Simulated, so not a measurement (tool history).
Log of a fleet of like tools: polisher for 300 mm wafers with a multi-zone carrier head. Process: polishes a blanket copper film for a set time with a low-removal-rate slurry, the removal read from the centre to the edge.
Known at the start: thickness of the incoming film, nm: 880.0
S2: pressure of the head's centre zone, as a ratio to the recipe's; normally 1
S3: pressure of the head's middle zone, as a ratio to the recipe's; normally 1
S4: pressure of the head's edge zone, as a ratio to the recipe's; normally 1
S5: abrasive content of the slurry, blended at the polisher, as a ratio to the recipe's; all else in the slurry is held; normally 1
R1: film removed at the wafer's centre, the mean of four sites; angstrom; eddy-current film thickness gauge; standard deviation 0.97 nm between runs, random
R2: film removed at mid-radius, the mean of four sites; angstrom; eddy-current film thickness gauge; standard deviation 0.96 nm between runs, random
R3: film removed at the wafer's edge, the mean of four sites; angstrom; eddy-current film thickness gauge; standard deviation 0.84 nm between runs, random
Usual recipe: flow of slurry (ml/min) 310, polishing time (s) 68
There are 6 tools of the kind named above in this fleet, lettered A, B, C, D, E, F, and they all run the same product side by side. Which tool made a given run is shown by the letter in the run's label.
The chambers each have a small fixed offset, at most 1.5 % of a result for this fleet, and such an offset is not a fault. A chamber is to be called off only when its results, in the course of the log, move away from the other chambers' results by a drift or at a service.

At hour 6.7: chamber D: worn pad replaced by a new one.
Run 1E, hour 10.9: usual settings. Result: R1 1103.5 angstrom, R2 1116.4 angstrom, R3 1099.1 angstrom.
Run 2B, hour 18.8: usual settings. Result: R1 1090.9 angstrom, R2 1113.5 angstrom, R3 1110.6 angstrom.
At hour 30.6: chamber E: worn pad replaced by a new one.
Run 3C, hour 35.3: usual settings. Result: R1 1120 angstrom, R2 1113 angstrom, R3 1089.2 angstrom.
Run 4A, hour 45.1: usual settings. Result: R1 1088.6 angstrom, R2 1111.5 angstrom, R3 1094.8 angstrom.
At hour 57.3: chamber C: worn pad replaced by a new one.
Run 5F, hour 57.8: usual settings. Result: R1 1109.6 angstrom, R2 1106 angstrom, R3 1103 angstrom.
At hour 63: chamber A: worn pad replaced by a new one.
Run 6D, hour 65.1: usual settings. Result: R1 1106.5 angstrom, R2 1120.9 angstrom, R3 1096.9 angstrom.
Run 7E, hour 80.2: usual settings. Result: R1 1092.2 angstrom, R2 1106.5 angstrom, R3 1087.4 angstrom.
At hour 81.7: chamber F: worn pad replaced by a new one.
At hour 84: chamber B: worn pad replaced by a new one.
Run 8F, hour 92: usual settings. Result: R1 1093.2 angstrom, R2 1095.6 angstrom, R3 1104.8 angstrom.
At hour 99.4: chamber D: worn pad replaced by a new one.
Run 9D, hour 102.8: usual settings. Result: R1 1103.9 angstrom, R2 1114 angstrom, R3 1104.6 angstrom.
At hour 111.6: chamber E: worn pad replaced by a new one.
At hour 112.6: chamber C: slurry nozzle cleaned.
Run 10A, hour 112.6: usual settings. Result: R1 1098.2 angstrom, R2 1092.8 angstrom, R3 1096.2 angstrom.
At hour 117: chamber A: edge zone pressure recalibrated.
Run 11B, hour 127: usual settings but S4 1.07, S5 0.7. Result: R1 1022.1 angstrom, R2 1029.9 angstrom, R3 1051.2 angstrom.
Run 12C, hour 139: usual settings but S4 1.07, S5 0.7. Result: R1 1015.9 angstrom, R2 1016.4 angstrom, R3 1049.5 angstrom.
At hour 142.4: chamber C: worn pad replaced by a new one.
At hour 144.2: chamber D: slurry nozzle cleaned.
Run 13B, hour 153.8: usual settings but S4 1.07, S5 0.7. Result: R1 997.84 angstrom, R2 1025.1 angstrom, R3 1037.5 angstrom.
At hour 156.2: chamber A: worn pad replaced by a new one.
At hour 157.2: chamber F: worn pad replaced by a new one.
Run 14A, hour 164.5: usual settings but S4 1.07, S5 0.7. Result: R1 1027.1 angstrom, R2 1025.1 angstrom, R3 1062.3 angstrom.
At hour 172.2: chamber B: worn pad replaced by a new one.
Run 15E, hour 176.4: usual settings but S4 1.07, S5 0.7. Result: R1 1032.2 angstrom, R2 1007.6 angstrom, R3 1065.8 angstrom.
Run 16C, hour 187: usual settings but S4 1.07, S5 0.7. Result: R1 1009.2 angstrom, R2 1026.2 angstrom, R3 1057 angstrom.
At hour 188.5: chamber D: worn pad replaced by a new one.
At hour 191.5: chamber E: worn pad replaced by a new one.
At hour 193.2: chamber E: slurry nozzle cleaned.
Run 17D, hour 202.2: usual settings. Result: R1 1095 angstrom, R2 1114 angstrom, R3 1106.4 angstrom.
Run 18F, hour 210.5: usual settings. Result: R1 1104.2 angstrom, R2 1104 angstrom, R3 1105.4 angstrom.
At hour 214.8: chamber E: edge zone pressure recalibrated.
At hour 223.5: chamber C: worn pad replaced by a new one.
Run 19D, hour 225: usual settings. Result: R1 1088.4 angstrom, R2 1106.6 angstrom, R3 1105.3 angstrom.
Run 20B, hour 237.7: usual settings. Result: R1 1083.7 angstrom, R2 1092.3 angstrom, R3 1081 angstrom.
At hour 239.9: chamber B: slurry nozzle cleaned.
At hour 244: chamber A: worn pad replaced by a new one.
Run 21A, hour 245.8: usual settings. Result: R1 1075 angstrom, R2 1113.3 angstrom, R3 1107.5 angstrom.
At hour 249.1: chamber D: edge zone pressure recalibrated.
At hour 249.7: chamber F: worn pad replaced by a new one.
Run 22C, hour 256.1: usual settings. Result: R1 1099 angstrom, R2 1108.4 angstrom, R3 1092.4 angstrom.
Run 23F, hour 264: usual settings but S2 1.09, polishing time (s) 84. Result: R1 1506.8 angstrom, R2 1352.7 angstrom, R3 1353.5 angstrom.
At hour 267.8: chamber B: worn pad replaced by a new one.
Run 24E, hour 272.2: usual settings but S2 1.09, polishing time (s) 84. Result: R1 1501.4 angstrom, R2 1345.5 angstrom, R3 1368.8 angstrom.
At hour 274.3: chamber D: centre zone pressure recalibrated.
At hour 275.6: chamber E: centre zone pressure recalibrated.
At hour 278.1: chamber F: centre zone pressure recalibrated.
At hour 281.2: chamber E: worn pad replaced by a new one.
Run 25B, hour 285.6: usual settings but S2 1.09, polishing time (s) 84. Result: R1 1506.2 angstrom, R2 1364.4 angstrom, R3 1357.5 angstrom.
At hour 288.5: chamber D: worn pad replaced by a new one.
Run 26C, hour 295.3: usual settings but S2 1.09, polishing time (s) 84. Result: R1 1519.6 angstrom, R2 1364.5 angstrom, R3 1359.6 angstrom.
Run 27E, hour 303.9: usual settings but S2 1.09, polishing time (s) 84. Result: R1 1501.7 angstrom, R2 1340.5 angstrom, R3 1370.5 angstrom.
At hour 315.7: chamber C: worn pad replaced by a new one.
At hour 317.5: chamber A: worn pad replaced by a new one.
Run 28D, hour 318.9: usual settings but S2 1.09, polishing time (s) 84. Result: R1 1624.3 angstrom, R2 1389.4 angstrom, R3 1368.5 angstrom.
Run 29A, hour 330.7: usual settings. Result: R1 1088.7 angstrom, R2 1102.5 angstrom, R3 1106.3 angstrom.
At hour 334.7: chamber D: slurry nozzle cleaned.
At hour 335.7: chamber F: worn pad replaced by a new one.
At hour 337.2: chamber B: edge zone pressure recalibrated.
Run 30F, hour 340: usual settings. Result: R1 1101.1 angstrom, R2 1094.5 angstrom, R3 1096.7 angstrom.
At hour 340.7: chamber F: slurry nozzle cleaned.
At hour 341.7: chamber B: centre zone pressure recalibrated.
Run 31E, hour 355.3: usual settings. Result: R1 1102.8 angstrom, R2 1091.1 angstrom, R3 1107 angstrom.
At hour 362.4: chamber B: worn pad replaced by a new one.
At hour 367.9: chamber E: worn pad replaced by a new one.
At hour 371: chamber D: worn pad replaced by a new one.
Run 32A, hour 371.8: usual settings. Result: R1 1093.4 angstrom, R2 1080.6 angstrom, R3 1097.2 angstrom.
Run 33D, hour 379.4: usual settings. Result: R1 1239.4 angstrom, R2 1088.8 angstrom, R3 1104.5 angstrom.
At hour 390.4: chamber C: slurry nozzle cleaned.
Run 34F, hour 393.6: usual settings. Result: R1 1102.2 angstrom, R2 1093.8 angstrom, R3 1104.1 angstrom.
At hour 397.9: chamber C: worn pad replaced by a new one.
Run 35B, hour 401.8: usual settings. Result: R1 1105.6 angstrom, R2 1106 angstrom, R3 1085.6 angstrom.
Run 36C, hour 415.3: usual settings. Result: R1 1102.5 angstrom, R2 1089.3 angstrom, R3 1085.6 angstrom.
Run 37E, hour 424.4: usual settings. Result: R1 1112.2 angstrom, R2 1098.9 angstrom, R3 1102.3 angstrom.

Predict what each chamber gives when all 6 of them run the settings below next.
Run 38A, hour 436.3: usual settings. Result: R1 ?, R2 ?, R3 ?.
Run 38B, hour 436.3: usual settings. Result: R1 ?, R2 ?, R3 ?.
Run 38C, hour 436.3: usual settings. Result: R1 ?, R2 ?, R3 ?.
Run 38D, hour 436.3: usual settings. Result: R1 ?, R2 ?, R3 ?.
Run 38E, hour 436.3: usual settings. Result: R1 ?, R2 ?, R3 ?.
Run 38F, hour 436.3: usual settings. Result: R1 ?, R2 ?, R3 ?.

run      R1      R2      R3
38A  1090.4  1107.5    1110
38B  1103.4  1109.2  1093.5
38C  1093.3  1091.5  1105.9
38D  1219.8  1119.8  1099.9
38E  1112.9    1091  1090.9
38F  1096.3  1096.3  1095.6
